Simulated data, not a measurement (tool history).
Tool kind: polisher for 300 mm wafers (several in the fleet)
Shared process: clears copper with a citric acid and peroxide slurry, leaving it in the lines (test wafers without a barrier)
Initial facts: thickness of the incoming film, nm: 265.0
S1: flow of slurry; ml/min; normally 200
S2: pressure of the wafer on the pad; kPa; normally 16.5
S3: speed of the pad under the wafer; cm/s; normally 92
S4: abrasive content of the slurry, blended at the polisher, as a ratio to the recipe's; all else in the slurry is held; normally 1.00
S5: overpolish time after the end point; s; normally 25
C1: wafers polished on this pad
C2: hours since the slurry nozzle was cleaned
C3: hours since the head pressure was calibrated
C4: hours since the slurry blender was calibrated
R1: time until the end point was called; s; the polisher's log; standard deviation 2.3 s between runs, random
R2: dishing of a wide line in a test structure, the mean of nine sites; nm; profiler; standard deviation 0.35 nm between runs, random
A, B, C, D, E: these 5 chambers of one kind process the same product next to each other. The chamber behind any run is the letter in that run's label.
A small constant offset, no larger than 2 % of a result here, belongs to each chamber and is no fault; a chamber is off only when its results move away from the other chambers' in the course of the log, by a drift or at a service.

| run | hour | S1 | S2 | S3 | S4 | S5 | C1 | C2 | C3 | C4 | R1 | R2 |
|---|---|---|---|---|---|---|---|---|---|---|---|---|
| 1D | 7.0 | 200 | 16.5 | 92 | 1.00 | 25 | 473 | 290.3 | 461.0 | 47.5 | 151.62 | 30.523 |
| 2C | 12.8 | 200 | 16.5 | 92 | 1.00 | 25 | 826 | 75.0 | 584.2 | 282.4 | 153.71 | 30.384 |
| 3E | 16.4 | 200 | 16.5 | 92 | 1.00 | 25 | 379 | 511.4 | 762.8 | 304.3 | 152.90 | 29.794 |
|  | 17.9 | chamber B: worn pad replaced by a new one |
| 4A | 20.0 | 200 | 16.5 | 92 | 1.00 | 25 | 944 | 210.0 | 27.3 | 97.0 | 148.07 | 29.767 |
| 5B | 26.5 | 200 | 16.5 | 70 | 1.30 | 25 | 61 | 137.6 | 833.8 | 122.8 | 184.73 | 25.362 |
|  | 28.0 | chamber C: slurry blender recalibrated |
| 6A | 30.0 | 200 | 16.5 | 70 | 1.30 | 25 | 1016 | 220.0 | 37.3 | 107.0 | 184.57 | 24.701 |
| 7D | 34.9 | 200 | 16.5 | 70 | 1.30 | 25 | 672 | 318.2 | 488.9 | 75.4 | 184.22 | 25.682 |
| 8E | 40.5 | 200 | 16.5 | 70 | 1.30 | 25 | 550 | 535.5 | 786.9 | 328.4 | 183.70 | 25.199 |
|  | 41.9 | chamber A: worn pad replaced by a new one |
|  | 42.8 | chamber E: slurry nozzle cleaned |
|  | 44.1 | chamber D: slurry nozzle cleaned |
| 9C | 45.0 | 200 | 16.5 | 70 | 1.30 | 25 | 1056 | 107.2 | 616.4 | 17.0 | 182.90 | 25.224 |
| 10B | 50.6 | 200 | 16.5 | 92 | 1.00 | 25 | 233 | 161.7 | 857.9 | 146.9 | 151.62 | 30.536 |
|  | 51.7 | chamber D: slurry blender recalibrated |
| 11C | 55.5 | 200 | 16.5 | 120 | 1.00 | 25 | 1130 | 117.7 | 626.9 | 27.5 | 115.20 | 36.465 |
| 12B | 61.5 | 200 | 16.5 | 120 | 1.00 | 25 | 310 | 172.6 | 868.8 | 157.8 | 116.03 | 37.381 |
| 13E | 67.4 | 200 | 16.5 | 120 | 1.00 | 25 | 742 | 24.7 | 813.8 | 355.3 | 116.27 | 37.700 |
| 14A | 72.9 | 200 | 16.5 | 120 | 1.00 | 25 | 221 | 262.9 | 80.2 | 149.9 | 117.23 | 36.768 |
| 15D | 76.5 | 200 | 16.5 | 120 | 1.00 | 25 | 968 | 32.5 | 530.5 | 24.8 | 120.41 | 37.570 |
|  | 81.0 | chamber C: worn pad replaced by a new one |
| 16A | 81.0 | 200 | 16.5 | 92 | 1.00 | 25 | 278 | 271.0 | 88.3 | 158.0 | 153.53 | 29.764 |
| 17B | 86.6 | 200 | 16.5 | 92 | 1.00 | 25 | 489 | 197.7 | 893.9 | 182.9 | 150.06 | 30.118 |
|  | 87.4 | chamber A: slurry blender recalibrated |
| 18D | 92.0 | 200 | 16.5 | 92 | 1.00 | 25 | 1079 | 48.0 | 546.0 | 40.3 | 153.32 | 30.414 |
|  | 97.1 | chamber E: slurry blender recalibrated |
| 19E | 97.3 | 200 | 16.5 | 92 | 1.00 | 25 | 955 | 54.6 | 843.7 | 0.2 | 145.13 | 30.623 |
| 20C | 103.8 | 200 | 16.5 | 64 | 1.00 | 25 | 162 | 166.0 | 675.2 | 75.8 | 211.27 | 21.813 |
| 21E | 110.0 | 200 | 16.5 | 64 | 1.00 | 25 | 1046 | 67.3 | 856.4 | 12.9 | 209.74 | 22.340 |
|  | 111.5 | chamber D: worn pad replaced by a new one |
| 22A | 114.7 | 200 | 16.5 | 64 | 1.00 | 25 | 518 | 304.7 | 122.0 | 27.4 | 214.93 | 21.910 |
|  | 119.4 | chamber C: head pressure recalibrated |
| 23C | 121.0 | 200 | 16.5 | 64 | 1.00 | 25 | 285 | 183.2 | 1.7 | 93.0 | 212.18 | 21.905 |
|  | 125.6 | chamber B: slurry blender recalibrated |
| 24B | 126.5 | 200 | 16.5 | 64 | 1.00 | 25 | 773 | 237.6 | 933.8 | 1.0 | 219.36 | 22.311 |
| 25D | 132.5 | 200 | 16.5 | 92 | 1.00 | 25 | 150 | 88.5 | 586.5 | 80.8 | 152.30 | 30.234 |
|  | 134.2 | chamber E: worn pad replaced by a new one |
| 26D | 137.9 | 200 | 16.5 | 120 | 1.30 | 25 | 188 | 93.9 | 591.9 | 86.2 | 109.77 | 39.918 |
| 27A | 141.6 | 200 | 16.5 | 120 | 1.30 | 25 | 710 | 331.6 | 148.9 | 54.3 | 109.10 | 38.759 |
| 28E | 145.4 | 200 | 16.5 | 120 | 1.30 | 25 | 79 | 102.7 | 891.8 | 48.3 | 107.85 | 39.238 |
| 29B | 150.4 | 200 | 16.5 | 120 | 1.30 | 25 | 944 | 261.5 | 957.7 | 24.9 | 112.02 | 40.018 |
| 30C | 155.3 | 200 | 16.5 | 120 | 1.30 | 25 | 529 | 217.5 | 36.0 | 127.3 | 108.27 | 38.416 |
| 31B | 162.2 | 200 | 16.5 | 92 | 1.00 | 25 | 1028 | 273.3 | 969.5 | 36.7 | 149.38 | 30.247 |
| 32E | 166.3 | 200 | 16.5 | 92 | 1.00 | 25 | 228 | 123.6 | 912.7 | 69.2 | 145.83 | 30.549 |
|  | 169.1 | chamber D: slurry blender recalibrated |
| 33C | 171.0 | 200 | 16.5 | 92 | 1.00 | 25 | 641 | 233.2 | 51.7 | 143.0 | 151.66 | 30.339 |
| 34A | 174.7 | 165 | 16.5 | 92 | 1.15 | 25 | 946 | 364.7 | 182.0 | 87.4 | 150.95 | 30.177 |
| 35D | 180.4 | 165 | 16.5 | 92 | 1.15 | 25 | 491 | 136.4 | 634.4 | 11.4 | 146.50 | 30.392 |
| 36D | 186.1 | 165 | 16.5 | 92 | 1.15 | 25 | 532 | 142.1 | 640.1 | 17.1 | 155.77 | 31.161 |
| 37B | 193.1 | 165 | 16.5 | 92 | 1.15 | 25 | 1248 | 304.2 | 1000.4 | 67.6 | 152.12 | 30.313 |
| 38C | 196.4 | 165 | 16.5 | 92 | 1.15 | 25 | 822 | 258.6 | 77.1 | 168.4 | 148.94 | 29.831 |
| 39A | 201.2 | 200 | 16.5 | 92 | 1.00 | 25 | 1135 | 391.2 | 208.5 | 113.9 | 152.76 | 29.722 |
| 40E | 206.6 | 200 | 16.5 | 92 | 1.00 | 25 | 516 | 163.9 | 953.0 | 109.5 | 149.85 | 30.242 |

Predict what each chamber gives when all 5 of them run the settings below next.
| 41A | 211.8 | 200 | 16.5 | 92 | 1.00 | 25 |  |  |  |  | ? | ? |
| 41B | 211.8 | 200 | 16.5 | 92 | 1.00 | 25 |  |  |  |  | ? | ? |
| 41C | 211.8 | 200 | 16.5 | 92 | 1.00 | 25 |  |  |  |  | ? | ? |
| 41D | 211.8 | 200 | 16.5 | 92 | 1.00 | 25 |  |  |  |  | ? | ? |
| 41E | 211.8 | 200 | 16.5 | 92 | 1.00 | 25 |  |  |  |  | ? | ? |

| run | R1 | R2 |
|---|---|---|
| 41A | 155.72 | 29.708 |
| 41B | 153.50 | 30.750 |
| 41C | 150.39 | 29.584 |
| 41D | 151.28 | 31.014 |
| 41E | 151.76 | 30.288 |
